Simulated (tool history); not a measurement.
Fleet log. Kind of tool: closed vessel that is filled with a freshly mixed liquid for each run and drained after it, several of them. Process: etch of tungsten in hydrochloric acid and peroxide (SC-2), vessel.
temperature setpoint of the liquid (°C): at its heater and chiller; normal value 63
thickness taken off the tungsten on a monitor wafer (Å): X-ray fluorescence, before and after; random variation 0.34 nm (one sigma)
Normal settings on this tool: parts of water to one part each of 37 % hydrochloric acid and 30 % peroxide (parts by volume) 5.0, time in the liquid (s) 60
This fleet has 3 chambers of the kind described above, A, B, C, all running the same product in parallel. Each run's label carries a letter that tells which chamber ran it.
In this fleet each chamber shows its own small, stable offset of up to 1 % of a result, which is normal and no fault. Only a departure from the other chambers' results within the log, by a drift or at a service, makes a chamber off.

run	hour	temperature setpoint of the liquid (°C)	parts of water to one part each of 37 % hydrochloric acid and 30 % peroxide (parts by volume)	time in the liquid (s)	hours since the thermometer was replaced	hours since the chemicals flow meter was replaced	hours since the drum of peroxide was connected	read-back film thickness of the tungsten reference wafer, read on the same gauge (nm)	thickness taken off the tungsten on a monitor wafer (Å)
# hour 8.5: chamber C: chemicals flow meter replaced
1A	11.8	63	5.0	60	326.0	1222.2	668.4	140.04	449.59
2C	23.5	63	5.0	60	1341.1	15.1	1000.4	140.01	449.86
3B	34.8	63	5.0	60	826.4	1989.3	963.4	139.99	458.16
4B	47.1	63	5.0	60	838.7	2001.6	975.7	140.00	462.98
5C	56.3	63	5.0	60	1373.9	47.9	1033.2	140.00	451.44
6A	67.5	63	5.0	60	381.7	1277.9	724.1	140.01	450.67
7A	73.9	63	5.0	60	388.1	1284.3	730.5	139.98	452.74
8C	87.0	63	5.0	60	1404.6	78.6	1063.9	139.99	453.35
9B	96.5	63	5.0	60	888.1	2051.0	1025.1	139.98	457.01
10C	109.6	63	5.0	60	1427.2	101.2	1086.5	139.97	448.25
11B	119.3	63	5.0	60	910.9	2073.8	1047.9	140.00	454.85
12A	126.3	63	5.0	60	440.5	1336.7	782.9	140.03	450.17
13C	135.1	63	5.0	60	1452.7	126.7	1112.0	140.01	451.13
# hour 141.6: chamber B: chemicals flow meter replaced
14B	148.1	63	5.0	60	939.7	6.6	1076.7	139.98	456.65
15A	156.8	63	5.0	60	471.0	1367.2	813.4	139.99	450.47
16B	165.6	63	5.0	60	957.2	24.1	1094.2	139.97	460.44
# hour 175.9: chamber C: thermometer replaced
17A	178.2	63	5.0	60	492.4	1388.6	834.8	139.98	447.89
18C	185.7	71	6.0	60	9.8	177.3	1162.6	140.01	633.44
19B	194.5	71	6.0	60	986.1	53.0	1123.1	140.01	659.75
20C	207.6	71	6.0	60	31.7	199.2	1184.5	140.02	637.61
21A	218.8	63	7.0	60	533.0	1429.2	875.4	139.99	350.82

Decide between three cases: one chamber stands off from its peers, the gauge reading all wafers drifts, or nothing is wrong past each chamber's small offset. Where a chamber is off, say which and what most likely put it there.

Nothing is wrong: each chamber keeps only its own small, steady offset and the gauge holds still.

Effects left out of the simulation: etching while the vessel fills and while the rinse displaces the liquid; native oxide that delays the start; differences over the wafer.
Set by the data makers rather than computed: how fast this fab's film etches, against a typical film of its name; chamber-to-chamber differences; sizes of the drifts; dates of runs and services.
